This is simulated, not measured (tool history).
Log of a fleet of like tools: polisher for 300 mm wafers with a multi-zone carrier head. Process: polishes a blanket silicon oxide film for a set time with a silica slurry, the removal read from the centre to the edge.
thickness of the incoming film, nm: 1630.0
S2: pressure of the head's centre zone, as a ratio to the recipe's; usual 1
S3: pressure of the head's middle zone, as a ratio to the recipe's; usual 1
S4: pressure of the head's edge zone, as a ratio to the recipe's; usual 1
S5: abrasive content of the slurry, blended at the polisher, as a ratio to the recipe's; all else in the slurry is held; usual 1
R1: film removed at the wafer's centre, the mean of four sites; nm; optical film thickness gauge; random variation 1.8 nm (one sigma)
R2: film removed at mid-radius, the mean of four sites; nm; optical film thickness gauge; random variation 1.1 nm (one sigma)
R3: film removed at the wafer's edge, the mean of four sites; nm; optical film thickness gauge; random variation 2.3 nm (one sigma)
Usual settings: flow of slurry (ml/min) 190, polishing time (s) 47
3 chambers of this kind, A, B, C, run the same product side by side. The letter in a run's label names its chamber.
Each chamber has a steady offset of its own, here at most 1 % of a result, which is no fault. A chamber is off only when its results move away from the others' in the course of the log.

run 1A day=0.179 | flow_of_slurry_(ml/min)=190 S2=1 S3=1 S4=1 S5=1 polishing_time_(s)=47 | R1=170.65 R2=172.35 R3=174.74
run 2B day=0.333 | flow_of_slurry_(ml/min)=190 S2=1 S3=1 S4=1 S5=1 polishing_time_(s)=47 | R1=174.19 R2=171.96 R3=172.56
run 3C day=0.633 | flow_of_slurry_(ml/min)=190 S2=1 S3=1 S4=1 S5=1 polishing_time_(s)=47 | R1=172.57 R2=169.46 R3=172.62
run 4B day=0.9 | flow_of_slurry_(ml/min)=190 S2=1 S3=1 S4=1 S5=1 polishing_time_(s)=47 | R1=175.51 R2=172.47 R3=170.71
-- day=1.046 chamber B: worn pad replaced by a new one
run 5A day=1.2 | flow_of_slurry_(ml/min)=190 S2=1 S3=1 S4=1 S5=1 polishing_time_(s)=47 | R1=176 R2=174.33 R3=173.17
-- day=1.433 chamber A: worn pad replaced by a new one
run 6C day=1.488 | flow_of_slurry_(ml/min)=190 S2=1 S3=1 S4=1 S5=1 polishing_time_(s)=47 | R1=173.28 R2=171.36 R3=169.62
run 7B day=1.629 | flow_of_slurry_(ml/min)=190 S2=1 S3=1 S4=1 S5=1 polishing_time_(s)=47 | R1=172.04 R2=173.13 R3=172.47
run 8C day=1.829 | flow_of_slurry_(ml/min)=190 S2=1 S3=1 S4=1 S5=1 polishing_time_(s)=47 | R1=172.74 R2=170.82 R3=175.04
run 9A day=2.021 | flow_of_slurry_(ml/min)=190 S2=1 S3=1 S4=1 S5=1 polishing_time_(s)=47 | R1=171.45 R2=174.05 R3=171.11
run 10A day=2.158 | flow_of_slurry_(ml/min)=190 S2=1 S3=1 S4=1 S5=1 polishing_time_(s)=47 | R1=172.38 R2=173.54 R3=172
run 11C day=2.45 | flow_of_slurry_(ml/min)=190 S2=1 S3=1 S4=1 S5=1 polishing_time_(s)=47 | R1=172.88 R2=171.87 R3=174.18
run 12B day=2.721 | flow_of_slurry_(ml/min)=190 S2=1 S3=1 S4=1 S5=1 polishing_time_(s)=47 | R1=175.26 R2=172.91 R3=168.74
run 13C day=3.012 | flow_of_slurry_(ml/min)=190 S2=1 S3=1 S4=1 S5=1.25 polishing_time_(s)=47 | R1=191.33 R2=188.64 R3=193.15
run 14A day=3.196 | flow_of_slurry_(ml/min)=190 S2=1 S3=1 S4=1 S5=1.25 polishing_time_(s)=47 | R1=186.86 R2=189.12 R3=190.5
run 15B day=3.379 | flow_of_slurry_(ml/min)=190 S2=1 S3=1 S4=1 S5=1.25 polishing_time_(s)=47 | R1=189.36 R2=186.98 R3=185.15
-- day=3.542 chamber C: worn pad replaced by a new one
run 16A day=3.562 | flow_of_slurry_(ml/min)=190 S2=1 S3=1 S4=1 S5=1 polishing_time_(s)=47 | R1=173.62 R2=173.15 R3=174.56
run 17B day=3.717 | flow_of_slurry_(ml/min)=190 S2=1 S3=1 S4=1 S5=1 polishing_time_(s)=47 | R1=172.18 R2=173.97 R3=175.65
-- day=3.758 chamber B: slurry nozzle cleaned
run 18C day=3.904 | flow_of_slurry_(ml/min)=190 S2=1 S3=1 S4=1 S5=1 polishing_time_(s)=47 | R1=170.41 R2=170.75 R3=173.12
-- day=4.112 chamber A: worn pad replaced by a new one
run 19A day=4.15 | flow_of_slurry_(ml/min)=190 S2=1 S3=1 S4=1 S5=1 polishing_time_(s)=47 | R1=167.79 R2=173.68 R3=173.79
-- day=4.279 chamber B: worn pad replaced by a new one
run 20B day=4.362 | flow_of_slurry_(ml/min)=190 S2=1 S3=1 S4=1 S5=1 polishing_time_(s)=47 | R1=171.03 R2=172.15 R3=172.01
run 21C day=4.592 | flow_of_slurry_(ml/min)=190 S2=1 S3=1 S4=1 S5=1 polishing_time_(s)=47 | R1=171.32 R2=169.97 R3=172.45
-- day=4.792 chamber C: centre zone pressure recalibrated
run 22A day=4.825 | flow_of_slurry_(ml/min)=190 S2=1 S3=1 S4=1 S5=1 polishing_time_(s)=47 | R1=172.91 R2=174.34 R3=170.05
run 23B day=5.125 | flow_of_slurry_(ml/min)=190 S2=1 S3=1 S4=1 S5=1 polishing_time_(s)=47 | R1=174.06 R2=173.09 R3=168.57
-- day=5.308 chamber A: slurry nozzle cleaned
run 24C day=5.317 | flow_of_slurry_(ml/min)=190 S2=1 S3=1 S4=1 S5=1 polishing_time_(s)=47 | R1=169.22 R2=170.37 R3=171.27
run 25A day=5.567 | flow_of_slurry_(ml/min)=190 S2=1 S3=1 S4=1 S5=1 polishing_time_(s)=47 | R1=176.07 R2=173.48 R3=174.29
run 26B day=5.733 | flow_of_slurry_(ml/min)=190 S2=1 S3=1 S4=1 S5=1 polishing_time_(s)=47 | R1=171.98 R2=174.16 R3=172.32
run 27C day=5.988 | flow_of_slurry_(ml/min)=190 S2=1 S3=1 S4=1 S5=1 polishing_time_(s)=47 | R1=174.27 R2=169.53 R3=171.22
run 28A day=6.129 | flow_of_slurry_(ml/min)=190 S2=1 S3=1 S4=1 S5=1 polishing_time_(s)=47 | R1=172.21 R2=173.99 R3=171.11
run 29B day=6.383 | flow_of_slurry_(ml/min)=190 S2=1 S3=1 S4=1 S5=1 polishing_time_(s)=47 | R1=171.36 R2=174.98 R3=174.28
run 30C day=6.662 | flow_of_slurry_(ml/min)=190 S2=1 S3=1 S4=1 S5=1 polishing_time_(s)=47 | R1=170.41 R2=172.33 R3=173.39

What goes on in this fleet: one chamber off, a drifting gauge, or nothing beyond the chambers' own small offsets? Name the chamber and the cause, if any.

No chamber stands off beyond its own small offset, and the gauge holds steady.

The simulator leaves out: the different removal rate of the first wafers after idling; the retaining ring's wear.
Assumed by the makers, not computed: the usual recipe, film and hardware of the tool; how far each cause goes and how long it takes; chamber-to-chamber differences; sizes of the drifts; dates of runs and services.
